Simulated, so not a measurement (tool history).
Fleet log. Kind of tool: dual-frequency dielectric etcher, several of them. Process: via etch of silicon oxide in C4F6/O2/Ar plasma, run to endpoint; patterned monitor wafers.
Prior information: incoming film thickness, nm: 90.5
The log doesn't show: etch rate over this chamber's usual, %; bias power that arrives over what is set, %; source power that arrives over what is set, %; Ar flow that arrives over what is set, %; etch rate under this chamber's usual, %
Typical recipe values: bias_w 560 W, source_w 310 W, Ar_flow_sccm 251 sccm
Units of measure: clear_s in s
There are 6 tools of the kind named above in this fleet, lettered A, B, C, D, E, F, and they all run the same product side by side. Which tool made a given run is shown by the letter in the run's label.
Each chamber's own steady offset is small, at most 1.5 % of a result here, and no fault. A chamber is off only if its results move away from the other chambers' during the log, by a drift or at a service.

| run | hour | bias_w | source_w | Ar_flow_sccm | hours since the last wet clean | hours since the last bias power generator calibration | hours since the last source power generator calibration | hours since the last Ar flow controller change | clear_s |
|---|---|---|---|---|---|---|---|---|---|
|  | 8.0 | chamber A: wet clean of the chamber |
| 1D | 8.1 | 560 | 310 | 251 | 213.6 | 1301.8 | 3751.4 | 654.5 | 20.851 |
| 2F | 22.5 | 560 | 310 | 251 | 242.2 | 47.8 | 3072.2 | 501.5 | 20.631 |
| 3B | 30.3 | 560 | 310 | 251 | 156.2 | 193.5 | 639.8 | 1417.3 | 20.491 |
| 4C | 44.7 | 560 | 310 | 251 | 167.6 | 1034.4 | 1178.2 | 3430.2 | 20.619 |
| 5A | 52.7 | 560 | 310 | 251 | 44.7 | 1119.5 | 1360.2 | 2421.2 | 20.462 |
| 6E | 66.6 | 681 | 310 | 189 | 149.2 | 494.1 | 2481.2 | 3919.2 | 18.554 |
| 7E | 74.8 | 681 | 310 | 189 | 157.4 | 502.3 | 2489.4 | 3927.4 | 18.457 |
| 8A | 84.5 | 681 | 310 | 189 | 76.5 | 1151.3 | 1392.0 | 2453.0 | 18.349 |
| 9F | 95.8 | 681 | 310 | 189 | 315.5 | 121.1 | 3145.5 | 574.8 | 18.531 |
| 10D | 104.3 | 681 | 310 | 189 | 309.8 | 1398.0 | 3847.6 | 750.7 | 18.761 |
| 11C | 112.2 | 681 | 310 | 189 | 235.1 | 1101.9 | 1245.7 | 3497.7 | 18.380 |
| 12B | 127.6 | 560 | 240 | 219 | 253.5 | 290.8 | 737.1 | 1514.6 | 22.220 |
| 13C | 140.8 | 560 | 240 | 219 | 263.7 | 1130.5 | 1274.3 | 3526.3 | 22.418 |
| 14F | 151.9 | 560 | 240 | 219 | 371.6 | 177.2 | 3201.6 | 630.9 | 22.221 |
| 15A | 160.3 | 560 | 240 | 219 | 152.3 | 1227.1 | 1467.8 | 2528.8 | 22.109 |
| 16B | 169.5 | 560 | 240 | 219 | 295.4 | 332.7 | 779.0 | 1556.5 | 22.066 |
| 17E | 183.5 | 560 | 240 | 219 | 266.1 | 611.0 | 2598.1 | 4036.1 | 22.260 |
| 18D | 195.3 | 560 | 310 | 251 | 400.8 | 1489.0 | 3938.6 | 841.7 | 20.990 |
| 19B | 205.3 | 560 | 310 | 251 | 331.2 | 368.5 | 814.8 | 1592.3 | 20.391 |
|  | 214.3 | chamber A: Ar flow controller replaced |
| 20F | 218.9 | 560 | 310 | 251 | 438.6 | 244.2 | 3268.6 | 697.9 | 20.670 |
|  | 220.5 | chamber D: source power generator calibrated |
| 21C | 230.3 | 560 | 310 | 251 | 353.2 | 1220.0 | 1363.8 | 3615.8 | 20.633 |
| 22E | 237.7 | 560 | 260 | 302 | 320.3 | 665.2 | 2652.3 | 4090.3 | 22.216 |
| 23D | 252.7 | 560 | 260 | 302 | 458.2 | 1546.4 | 32.2 | 899.1 | 23.092 |
|  | 260.2 | chamber E: Ar flow controller replaced |
| 24A | 260.4 | 560 | 260 | 302 | 252.4 | 1327.2 | 1567.9 | 46.1 | 22.395 |
| 25D | 275.3 | 560 | 260 | 302 | 480.8 | 1569.0 | 54.8 | 921.7 | 23.142 |
|  | 276.0 | chamber B: wet clean of the chamber |
| 26C | 289.8 | 560 | 260 | 302 | 412.7 | 1279.5 | 1423.3 | 3675.3 | 22.242 |
| 27F | 301.1 | 560 | 260 | 302 | 520.8 | 326.4 | 3350.8 | 780.1 | 22.541 |
| 28B | 314.3 | 560 | 310 | 251 | 38.3 | 477.5 | 923.8 | 1701.3 | 20.395 |
| 29A | 322.4 | 560 | 310 | 251 | 314.4 | 1389.2 | 1629.9 | 108.1 | 20.389 |
| 30E | 333.8 | 560 | 310 | 251 | 416.4 | 761.3 | 2748.4 | 73.7 | 20.613 |
| 31B | 348.0 | 560 | 310 | 251 | 72.0 | 511.2 | 957.5 | 1735.0 | 20.504 |
| 32F | 354.9 | 560 | 310 | 251 | 574.6 | 380.2 | 3404.6 | 833.9 | 20.793 |
| 33D | 363.8 | 560 | 310 | 251 | 569.3 | 1657.5 | 143.3 | 1010.2 | 21.403 |
| 34C | 371.9 | 560 | 310 | 251 | 494.8 | 1361.6 | 1505.4 | 3757.4 | 20.657 |
|  | 376.1 | chamber C: wet clean of the chamber |
| 35E | 382.1 | 560 | 310 | 251 | 464.7 | 809.6 | 2796.7 | 122.0 | 20.323 |
|  | 383.6 | chamber F: wet clean of the chamber |
| 36A | 395.4 | 560 | 310 | 251 | 387.4 | 1462.2 | 1702.9 | 181.1 | 20.437 |
| 37F | 407.5 | 560 | 310 | 251 | 23.9 | 432.8 | 3457.2 | 886.5 | 20.545 |
| 38D | 418.5 | 560 | 310 | 251 | 624.0 | 1712.2 | 198.0 | 1064.9 | 21.563 |
| 39B | 426.8 | 560 | 310 | 251 | 150.8 | 590.0 | 1036.3 | 1813.8 | 20.469 |
| 40A | 436.2 | 560 | 310 | 251 | 428.2 | 1503.0 | 1743.7 | 221.9 | 20.517 |
| 41C | 449.9 | 560 | 310 | 251 | 73.9 | 1439.6 | 1583.4 | 3835.4 | 20.520 |
| 42E | 460.5 | 560 | 310 | 251 | 543.1 | 888.0 | 2875.1 | 200.4 | 20.612 |
| 43A | 472.9 | 560 | 310 | 251 | 464.9 | 1539.7 | 1780.4 | 258.6 | 20.530 |

All chambers now run identical settings, listed one chamber a line with results as question marks. What results will each chamber show?
| 44A | 483.9 | 560 | 310 | 251 |  |  |  |  | ? |
| 44B | 483.9 | 560 | 310 | 251 |  |  |  |  | ? |
| 44C | 483.9 | 560 | 310 | 251 |  |  |  |  | ? |
| 44D | 483.9 | 560 | 310 | 251 |  |  |  |  | ? |
| 44E | 483.9 | 560 | 310 | 251 |  |  |  |  | ? |
| 44F | 483.9 | 560 | 310 | 251 |  |  |  |  | ? |

| run | clear_s |
|---|---|
| 44A | 20.510 |
| 44B | 20.478 |
| 44C | 20.575 |
| 44D | 21.740 |
| 44E | 20.560 |
| 44F | 20.655 |
